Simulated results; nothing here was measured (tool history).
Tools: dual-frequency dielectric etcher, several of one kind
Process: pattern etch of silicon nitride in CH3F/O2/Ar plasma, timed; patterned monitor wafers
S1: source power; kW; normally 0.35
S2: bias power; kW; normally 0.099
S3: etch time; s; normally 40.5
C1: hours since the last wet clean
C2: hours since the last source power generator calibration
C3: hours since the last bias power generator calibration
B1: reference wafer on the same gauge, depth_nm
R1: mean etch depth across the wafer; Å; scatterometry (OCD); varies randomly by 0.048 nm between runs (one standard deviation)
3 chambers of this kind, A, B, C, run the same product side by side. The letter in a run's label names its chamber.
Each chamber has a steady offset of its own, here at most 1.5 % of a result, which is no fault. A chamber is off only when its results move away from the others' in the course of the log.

Run 1B, day 0.362: usual settings; C1 260.5; C2 2259.6; C3 1004.6; B1 25.298. Result: R1 303.13 Å.
Run 2C, day 0.758: usual settings; C1 422.2; C2 2994.2; C3 435.8; B1 25.28. Result: R1 297.8 Å.
Run 3A, day 1.021: usual settings; C1 480.6; C2 3316; C3 1090.3; B1 25.285. Result: R1 301.09 Å.
Run 4B, day 1.471: usual settings; C1 287.1; C2 2286.2; C3 1031.2; B1 25.265. Result: R1 302.3 Å.
Run 5C, day 1.854: usual settings; C1 448.5; C2 3020.5; C3 462.1; B1 25.253. Result: R1 297.77 Å.
Run 6A, day 2.162: usual settings; C1 508; C2 3343.4; C3 1117.7; B1 25.256. Result: R1 300.25 Å.
Run 7A, day 2.408: usual settings; C1 513.9; C2 3349.3; C3 1123.6; B1 25.237. Result: R1 301.12 Å.
Run 8C, day 2.729: usual settings; C1 469.5; C2 3041.5; C3 483.1; B1 25.216. Result: R1 297.47 Å.
Run 9B, day 3.025: usual settings; C1 324.4; C2 2323.5; C3 1068.5; B1 25.217. Result: R1 301.1 Å.
Run 10A, day 3.238: usual settings; C1 533.8; C2 3369.2; C3 1143.5; B1 25.217. Result: R1 300.49 Å.
Run 11B, day 3.658: usual settings; C1 339.6; C2 2338.7; C3 1083.7; B1 25.204. Result: R1 302.18 Å.
At day 3.908: chamber C: wet clean of the chamber.
Run 12C, day 3.908: usual settings; C1 0; C2 3069.8; C3 511.4; B1 25.205. Result: R1 297.15 Å.
Run 13B, day 4.238: usual settings but S2 0.083 kW, S3 34.5 s; C1 353.5; C2 2352.6; C3 1097.6; B1 25.201. Result: R1 240.85 Å.
At day 4.504: chamber A: wet clean of the chamber.
Run 14A, day 4.608: usual settings but S2 0.083 kW, S3 34.5 s; C1 2.5; C2 3402.1; C3 1176.4; B1 25.179. Result: R1 238.96 Å.
Run 15C, day 4.883: usual settings but S2 0.083 kW, S3 34.5 s; C1 23.4; C2 3093.2; C3 534.8; B1 25.185. Result: R1 237.39 Å.
Run 16A, day 5.292: usual settings; C1 18.9; C2 3418.5; C3 1192.8; B1 25.171. Result: R1 299.95 Å.
Run 17B, day 5.633: usual settings but S3 52 s; C1 387; C2 2386.1; C3 1131.1; B1 25.157. Result: R1 386.76 Å.
Run 18C, day 5.879: usual settings but S3 52 s; C1 47.3; C2 3117.1; C3 558.7; B1 25.16. Result: R1 381.15 Å.
Run 19B, day 6.25: usual settings but S3 52 s; C1 401.8; C2 2400.9; C3 1145.9; B1 25.141. Result: R1 385.4 Å.
Run 20A, day 6.45: usual settings; C1 46.7; C2 3446.3; C3 1220.6; B1 25.145. Result: R1 299.36 Å.

The same settings go to every chamber for the next run, one line per chamber below. Forecast the results for each:
Run 21A, day 6.775: usual settings. Result: R1 ?.
Run 21B, day 6.775: usual settings. Result: R1 ?.
Run 21C, day 6.775: usual settings. Result: R1 ?.

run      R1
21A  298.79
21B  300.47
21C  296.03
